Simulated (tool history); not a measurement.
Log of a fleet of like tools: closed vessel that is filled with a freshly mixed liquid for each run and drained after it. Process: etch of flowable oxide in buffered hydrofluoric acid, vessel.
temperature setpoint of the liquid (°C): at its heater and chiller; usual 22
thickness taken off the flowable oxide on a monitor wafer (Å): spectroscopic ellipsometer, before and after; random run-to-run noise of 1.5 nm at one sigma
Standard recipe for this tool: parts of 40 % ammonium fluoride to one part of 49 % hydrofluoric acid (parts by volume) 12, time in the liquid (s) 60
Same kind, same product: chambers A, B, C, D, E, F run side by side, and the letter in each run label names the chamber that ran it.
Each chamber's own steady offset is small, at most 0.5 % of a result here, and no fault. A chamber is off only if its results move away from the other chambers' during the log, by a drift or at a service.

| run | hour | temperature setpoint of the liquid (°C) | parts of 40 % ammonium fluoride to one part of 49 % hydrofluoric acid (parts by volume) | time in the liquid (s) | read-back film thickness of the flowable oxide reference wafer, read on the same gauge (nm) | thickness taken off the flowable oxide on a monitor wafer (Å) |
|---|---|---|---|---|---|---|
| 1D | 6.5 | 22 | 12 | 60 | 140 | 1698.3 |
| 2B | 13.9 | 22 | 12 | 60 | 140.01 | 1729.1 |
| 3E | 20 | 22 | 12 | 60 | 139.99 | 1757 |
| 4C | 23.7 | 22 | 12 | 60 | 140 | 1720.5 |
| 5F | 29.5 | 22 | 12 | 60 | 140.01 | 1729.9 |
| 6A | 37.6 | 22 | 12 | 60 | 140.01 | 1719.4 |
| 7C | 43.9 | 24 | 12 | 70 | 140.01 | 2215.5 |
| 8D | 49.6 | 24 | 12 | 70 | 140.01 | 2275.9 |
| 9A | 53.2 | 24 | 12 | 70 | 140 | 2251.8 |
| 10F | 60 | 24 | 12 | 70 | 140.01 | 2259.3 |
|  | 64.3 | chamber D: thermometer replaced |
| 11E | 66.4 | 24 | 12 | 70 | 139.98 | 2270.6 |
| 12B | 71.8 | 24 | 12 | 70 | 140.02 | 2279.5 |
| 13C | 77.9 | 22 | 12 | 60 | 140 | 1702.7 |
| 14B | 85.9 | 22 | 12 | 60 | 140 | 1726.3 |
| 15E | 93.2 | 22 | 12 | 60 | 139.99 | 1723.2 |
| 16A | 101.5 | 22 | 12 | 60 | 139.99 | 1707.6 |
| 17D | 107.3 | 22 | 12 | 60 | 140.01 | 1708.8 |
| 18F | 115.2 | 22 | 12 | 60 | 140 | 1743 |
| 19E | 121.7 | 22 | 12 | 60 | 140 | 1724.1 |
| 20A | 129 | 22 | 12 | 60 | 139.99 | 1720.4 |
| 21B | 137.1 | 22 | 8 | 75 | 139.99 | 3100.9 |
| 22F | 145 | 22 | 8 | 75 | 140.01 | 3077.6 |
|  | 150.7 | chamber E: hydrofluoric acid flow meter replaced |
| 23C | 151.7 | 22 | 8 | 75 | 140 | 3277.8 |
| 24D | 156.9 | 22 | 8 | 75 | 139.98 | 3143.5 |
| 25E | 161.4 | 22 | 8 | 75 | 140 | 3135.2 |
| 26C | 168.9 | 22 | 8 | 75 | 140.02 | 3313.8 |
| 27D | 176.1 | 22 | 12 | 60 | 140 | 1734.9 |
| 28A | 181.1 | 22 | 12 | 60 | 140.01 | 1691.8 |
| 29B | 185.6 | 22 | 12 | 60 | 140 | 1701.3 |
| 30F | 191 | 22 | 12 | 60 | 140.01 | 1724.8 |
| 31E | 195.5 | 22 | 12 | 60 | 140 | 1702.9 |
| 32D | 201.7 | 22 | 15 | 60 | 139.99 | 1375.3 |
| 33B | 207.4 | 22 | 15 | 60 | 140.01 | 1387.6 |
| 34F | 212.8 | 22 | 15 | 60 | 140.01 | 1377.5 |
| 35A | 219.1 | 22 | 15 | 60 | 139.99 | 1389.8 |
| 36C | 224.9 | 22 | 15 | 60 | 139.99 | 1553.3 |
| 37C | 229.7 | 22 | 15 | 60 | 139.98 | 1510.2 |

For the next run the whole fleet of 6 chambers uses the same settings. Give each chamber's results:
| 38A | 235.8 | 18 | 12 | 60 |  | ? |
| 38B | 235.8 | 18 | 12 | 60 |  | ? |
| 38C | 235.8 | 18 | 12 | 60 |  | ? |
| 38D | 235.8 | 18 | 12 | 60 |  | ? |
| 38E | 235.8 | 18 | 12 | 60 |  | ? |
| 38F | 235.8 | 18 | 12 | 60 |  | ? |

| run | thickness taken off the flowable oxide on a monitor wafer (Å) |
|---|---|
| 38A | 1381.6 |
| 38B | 1363.3 |
| 38C | 1532.3 |
| 38D | 1360.5 |
| 38E | 1383 |
| 38F | 1371.3 |
